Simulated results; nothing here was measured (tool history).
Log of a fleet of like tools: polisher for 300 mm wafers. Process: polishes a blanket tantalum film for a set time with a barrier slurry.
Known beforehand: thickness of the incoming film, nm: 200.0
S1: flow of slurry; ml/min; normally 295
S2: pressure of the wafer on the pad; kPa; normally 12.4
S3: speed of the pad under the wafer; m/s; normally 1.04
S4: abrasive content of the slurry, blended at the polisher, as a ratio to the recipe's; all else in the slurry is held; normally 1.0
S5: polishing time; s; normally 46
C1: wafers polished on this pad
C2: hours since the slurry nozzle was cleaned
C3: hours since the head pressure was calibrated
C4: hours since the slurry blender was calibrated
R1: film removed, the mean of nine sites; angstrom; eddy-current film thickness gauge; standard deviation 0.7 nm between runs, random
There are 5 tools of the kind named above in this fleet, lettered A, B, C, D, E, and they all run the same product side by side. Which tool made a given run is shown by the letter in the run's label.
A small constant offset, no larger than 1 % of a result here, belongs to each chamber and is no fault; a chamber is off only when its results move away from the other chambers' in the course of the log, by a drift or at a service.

run	hour	S1	S2	S3	S4	S5	C1	C2	C3	C4	R1
1B	5.9	295	12.4	1.04	1.0	46	488	565.5	38.7	100.4	732.45
2A	12.7	295	12.4	1.04	1.0	46	1123	48.5	483.0	184.2	733.13
# hour 21.4: chamber E: worn pad replaced by a new one
3C	22.1	295	12.4	1.04	1.0	46	358	129.7	343.8	144.2	742.41
# hour 24.3: chamber A: worn pad replaced by a new one
# hour 28.2: chamber D: worn pad replaced by a new one
4E	32.7	295	12.4	1.04	1.0	46	72	101.4	90.2	107.8	749.70
# hour 37.0: chamber B: worn pad replaced by a new one
5D	40.4	295	12.4	1.04	1.0	46	78	558.2	747.3	48.0	733.36
6D	50.2	295	12.4	1.04	1.0	46	141	568.0	757.1	57.8	729.60
7E	60.8	295	12.4	1.04	1.0	46	252	129.5	118.3	135.9	737.12
8C	68.0	295	12.4	1.04	1.0	46	652	175.6	389.7	190.1	734.97
9B	73.7	295	12.4	1.04	1.0	46	234	633.3	106.5	168.2	743.13
10A	82.4	295	12.4	1.04	1.0	46	372	118.2	552.7	253.9	737.59
11B	92.4	295	12.4	1.04	1.0	46	354	652.0	125.2	186.9	737.25
12C	98.0	295	12.4	1.04	1.0	46	844	205.6	419.7	220.1	741.40
# hour 98.1: chamber C: worn pad replaced by a new one
13E	109.5	295	12.4	1.04	1.0	46	564	178.2	167.0	184.6	740.42
14A	116.3	295	12.4	1.04	1.0	46	588	152.1	586.6	287.8	735.58
15D	123.3	295	12.4	1.04	1.0	46	608	641.1	830.2	130.9	742.92
# hour 131.8: chamber D: worn pad replaced by a new one
16D	134.1	295	12.4	1.04	1.0	46	15	651.9	841.0	141.7	730.04
# hour 137.8: chamber E: worn pad replaced by a new one
# hour 141.1: chamber B: worn pad replaced by a new one
17A	143.1	295	12.4	1.04	1.0	46	760	178.9	613.4	314.6	718.16
18E	154.2	295	12.4	1.04	1.0	46	105	222.9	211.7	229.3	731.90
19C	163.4	295	12.4	1.04	1.0	46	418	271.0	485.1	285.5	748.38
20B	173.8	295	12.4	1.04	1.0	46	209	733.4	206.6	268.3	744.63
21C	182.6	295	12.4	1.04	1.0	46	541	290.2	504.3	304.7	736.22
# hour 182.7: chamber D: head pressure recalibrated
# hour 186.3: chamber A: worn pad replaced by a new one
22A	190.7	295	12.4	1.04	1.0	46	28	226.5	661.0	362.2	724.93
23E	196.6	295	12.4	1.04	1.0	46	376	265.3	254.1	271.7	731.02
# hour 205.0: chamber D: slurry nozzle cleaned
24B	206.3	295	12.4	1.04	1.0	46	417	765.9	239.1	300.8	736.44
# hour 208.5: chamber D: slurry blender recalibrated
25D	217.0	295	12.4	1.04	1.0	46	545	12.0	34.3	8.5	730.17
26D	223.0	295	12.4	1.04	1.0	46	583	18.0	40.3	14.5	741.14
# hour 229.4: chamber B: worn pad replaced by a new one
# hour 232.2: chamber A: slurry blender recalibrated
27C	232.5	295	12.4	1.04	1.1	46	860	340.1	554.2	354.6	757.87
28A	239.2	295	12.4	1.04	1.1	46	338	275.0	709.5	7.1	763.42
# hour 241.1: chamber D: worn pad replaced by a new one
29B	249.2	295	12.4	1.04	1.1	46	127	808.8	282.0	343.7	759.20
# hour 250.2: chamber C: worn pad replaced by a new one
# hour 255.9: chamber E: worn pad replaced by a new one
30E	258.7	295	12.4	1.04	1.1	46	18	327.4	316.2	333.8	723.29
31C	267.2	295	12.4	1.04	1.1	46	108	374.8	588.9	389.3	755.43
# hour 269.7: chamber B: slurry blender recalibrated
# hour 271.8: chamber C: slurry blender recalibrated
32A	278.6	295	12.4	1.04	1.0	46	590	314.4	748.9	46.5	741.14
33D	287.9	295	12.4	1.04	1.0	46	299	82.9	105.2	79.4	726.57
34E	296.9	295	12.4	1.04	1.0	46	262	365.6	354.4	372.0	708.53
35B	303.4	295	12.4	1.04	1.0	46	473	863.0	336.2	33.8	737.70
36B	308.6	295	12.4	1.04	1.0	46	507	868.2	341.4	39.0	742.63
37C	320.0	295	12.4	1.04	1.0	46	446	427.6	641.7	48.2	745.60
38E	327.8	295	12.4	1.04	1.0	46	460	396.5	385.3	402.9	696.50
# hour 328.6: chamber D: worn pad replaced by a new one
# hour 328.8: chamber B: worn pad replaced by a new one
39A	336.0	295	12.4	1.04	1.0	46	957	371.8	806.3	103.9	740.40
40D	341.3	295	12.4	1.04	1.0	46	81	136.3	158.6	132.8	746.15
41B	349.0	295	12.4	1.04	1.0	46	129	908.6	381.8	79.4	737.90
42C	357.3	295	12.4	1.04	1.0	46	685	464.9	679.0	85.5	751.09

Predict what each chamber gives when all 5 of them run the settings below next.
43A	365.7	295	12.4	1.04	1.1	46					?
43B	365.7	295	12.4	1.04	1.1	46					?
43C	365.7	295	12.4	1.04	1.1	46					?
43D	365.7	295	12.4	1.04	1.1	46					?
43E	365.7	295	12.4	1.04	1.1	46					?

run	R1
43A	764.41
43B	745.72
43C	768.40
43D	749.41
43E	707.16
